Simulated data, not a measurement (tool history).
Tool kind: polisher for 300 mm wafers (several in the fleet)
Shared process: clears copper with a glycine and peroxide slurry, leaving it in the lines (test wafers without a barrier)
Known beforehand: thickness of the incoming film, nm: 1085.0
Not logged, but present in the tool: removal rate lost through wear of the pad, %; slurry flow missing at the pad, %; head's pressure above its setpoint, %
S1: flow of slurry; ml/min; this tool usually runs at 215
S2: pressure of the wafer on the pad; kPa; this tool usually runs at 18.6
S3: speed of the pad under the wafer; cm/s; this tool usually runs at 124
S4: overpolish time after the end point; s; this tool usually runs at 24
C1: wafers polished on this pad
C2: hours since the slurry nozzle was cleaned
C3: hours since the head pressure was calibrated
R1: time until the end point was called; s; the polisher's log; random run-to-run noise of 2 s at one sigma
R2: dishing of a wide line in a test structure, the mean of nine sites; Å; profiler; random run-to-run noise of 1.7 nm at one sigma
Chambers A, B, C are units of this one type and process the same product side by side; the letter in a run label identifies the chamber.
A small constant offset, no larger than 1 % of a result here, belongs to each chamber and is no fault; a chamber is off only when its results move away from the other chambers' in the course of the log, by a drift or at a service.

-- hour=9.3 chamber C: worn pad replaced by a new one
-- hour=9.7 chamber C: slurry nozzle cleaned
run 1B hour=12.2 | S1=215 S2=18.6 S3=124 S4=24 | C1=433 C2=670.7 C3=385.4 | R1=202.05 R2=704.53
run 2C hour=20.9 | S1=215 S2=18.6 S3=124 S4=24 | C1=93 C2=11.3 C3=679.1 | R1=207.14 R2=749.18
run 3A hour=36.8 | S1=215 S2=18.6 S3=124 S4=24 | C1=323 C2=55.4 C3=211 | R1=205.46 R2=760.65
run 4C hour=51.8 | S1=215 S2=18.6 S3=124 S4=24 | C1=341 C2=42.2 C3=710 | R1=201.48 R2=736.73
run 5B hour=64.9 | S1=215 S2=18.6 S3=124 S4=24 | C1=857 C2=723.4 C3=438.1 | R1=203.54 R2=737.1
run 6A hour=79.5 | S1=215 S2=18.6 S3=124 S4=24 | C1=667 C2=98.1 C3=253.7 | R1=205.29 R2=695.19
run 7A hour=86.8 | S1=215 S2=18.6 S3=124 S4=24 | C1=725 C2=105.4 C3=261 | R1=202.13 R2=692.79
run 8C hour=93.8 | S1=215 S2=18.6 S3=124 S4=24 | C1=679 C2=84.2 C3=752 | R1=205.48 R2=713.22
run 9B hour=108.4 | S1=215 S2=13.8 S3=124 S4=24 | C1=1206 C2=766.9 C3=481.6 | R1=259.98 R2=606.23
-- hour=108.5 chamber B: slurry nozzle cleaned
-- hour=113 chamber C: worn pad replaced by a new one
-- hour=115.6 chamber A: worn pad replaced by a new one
-- hour=118.7 chamber B: worn pad replaced by a new one
run 10A hour=121.1 | S1=215 S2=13.8 S3=124 S4=24 | C1=44 C2=139.7 C3=295.3 | R1=254.07 R2=586.1
run 11B hour=129.1 | S1=215 S2=13.8 S3=124 S4=24 | C1=83 C2=20.7 C3=502.3 | R1=258.03 R2=593.15
run 12C hour=142.1 | S1=215 S2=18.6 S3=124 S4=24 | C1=234 C2=132.5 C3=800.3 | R1=205.14 R2=732.81
run 13B hour=150 | S1=215 S2=18.6 S3=124 S4=24 | C1=252 C2=41.6 C3=523.2 | R1=199.96 R2=704.7
run 14C hour=165.8 | S1=215 S2=18.6 S3=124 S4=24 | C1=425 C2=156.2 C3=824 | R1=203.17 R2=732.5
run 15A hour=176.9 | S1=215 S2=18.6 S3=124 S4=24 | C1=493 C2=195.5 C3=351.1 | R1=202.05 R2=735.54
run 16C hour=191.4 | S1=215 S2=18.6 S3=124 S4=24 | C1=631 C2=181.8 C3=849.6 | R1=204.41 R2=688.48
-- hour=203.2 chamber A: slurry nozzle cleaned
run 17B hour=207 | S1=215 S2=18.6 S3=124 S4=24 | C1=710 C2=98.6 C3=580.2 | R1=202.62 R2=704.67
-- hour=208 chamber C: worn pad replaced by a new one
run 18A hour=216.4 | S1=215 S2=18.6 S3=124 S4=24 | C1=811 C2=13.3 C3=390.6 | R1=206.5 R2=730.59
-- hour=222.4 chamber A: worn pad replaced by a new one
run 19A hour=223.6 | S1=215 S2=18.6 S3=124 S4=24 | C1=9 C2=20.5 C3=397.8 | R1=202.17 R2=740.34
run 20B hour=231.7 | S1=215 S2=18.6 S3=124 S4=24 | C1=908 C2=123.3 C3=604.9 | R1=198.97 R2=727.35
run 21C hour=240.6 | S1=215 S2=18.6 S3=124 S4=24 | C1=262 C2=231 C3=898.8 | R1=204.17 R2=719.5
-- hour=252.2 chamber B: worn pad replaced by a new one
run 22A hour=253.9 | S1=215 S2=18.6 S3=124 S4=24 | C1=253 C2=50.8 C3=428.1 | R1=203.7 R2=739.09
run 23C hour=266.7 | S1=215 S2=18.6 S3=124 S4=24 | C1=472 C2=257.1 C3=924.9 | R1=200.89 R2=750.44
run 24B hour=278.4 | S1=215 S2=18.6 S3=124 S4=24 | C1=210 C2=170 C3=651.6 | R1=205.83 R2=740.35
-- hour=292.1 chamber C: worn pad replaced by a new one
run 25C hour=294.1 | S1=215 S2=18.6 S3=86 S4=36 | C1=16 C2=284.5 C3=952.3 | R1=272.02 R2=771.88
run 26A hour=304.2 | S1=215 S2=18.6 S3=86 S4=36 | C1=657 C2=101.1 C3=478.4 | R1=269.38 R2=816.36
run 27B hour=318.6 | S1=215 S2=18.6 S3=86 S4=36 | C1=534 C2=210.2 C3=691.8 | R1=269.76 R2=789.72
run 28B hour=332.1 | S1=215 S2=18.6 S3=124 S4=24 | C1=642 C2=223.7 C3=705.3 | R1=198.96 R2=713.41
run 29A hour=341.3 | S1=215 S2=18.6 S3=124 S4=24 | C1=955 C2=138.2 C3=515.5 | R1=202.07 R2=743.34
-- hour=343.8 chamber A: worn pad replaced by a new one
-- hour=346.3 chamber C: slurry nozzle cleaned
run 30C hour=350 | S1=215 S2=18.6 S3=124 S4=24 | C1=465 C2=3.8 C3=1008.2 | R1=206.42 R2=695.77
run 31A hour=364 | S1=215 S2=18.6 S3=124 S4=24 | C1=162 C2=160.9 C3=538.2 | R1=204.15 R2=738.68
-- hour=377.9 chamber C: worn pad replaced by a new one
run 32C hour=378.4 | S1=215 S2=18.6 S3=124 S4=24 | C1=4 C2=32.2 C3=1036.6 | R1=204.19 R2=726.24
-- hour=384.3 chamber B: worn pad replaced by a new one
run 33B hour=386.5 | S1=215 S2=24.8 S3=124 S4=24 | C1=17 C2=278.1 C3=759.7 | R1=156.75 R2=875.94
run 34C hour=395.7 | S1=215 S2=24.8 S3=124 S4=24 | C1=143 C2=49.5 C3=1053.9 | R1=155.99 R2=877.54

All 3 chambers run these settings next. Forecast each chamber's results:
run 35A hour=407.1 | S1=215 S2=18.6 S3=124 S4=24 | R1=? R2=?
run 35B hour=407.1 | S1=215 S2=18.6 S3=124 S4=24 | R1=? R2=?
run 35C hour=407.1 | S1=215 S2=18.6 S3=124 S4=24 | R1=? R2=?

run=35A R1=203.7 R2=737.95
run=35B R1=201.99 R2=714.72
run=35C R1=199.44 R2=719.26

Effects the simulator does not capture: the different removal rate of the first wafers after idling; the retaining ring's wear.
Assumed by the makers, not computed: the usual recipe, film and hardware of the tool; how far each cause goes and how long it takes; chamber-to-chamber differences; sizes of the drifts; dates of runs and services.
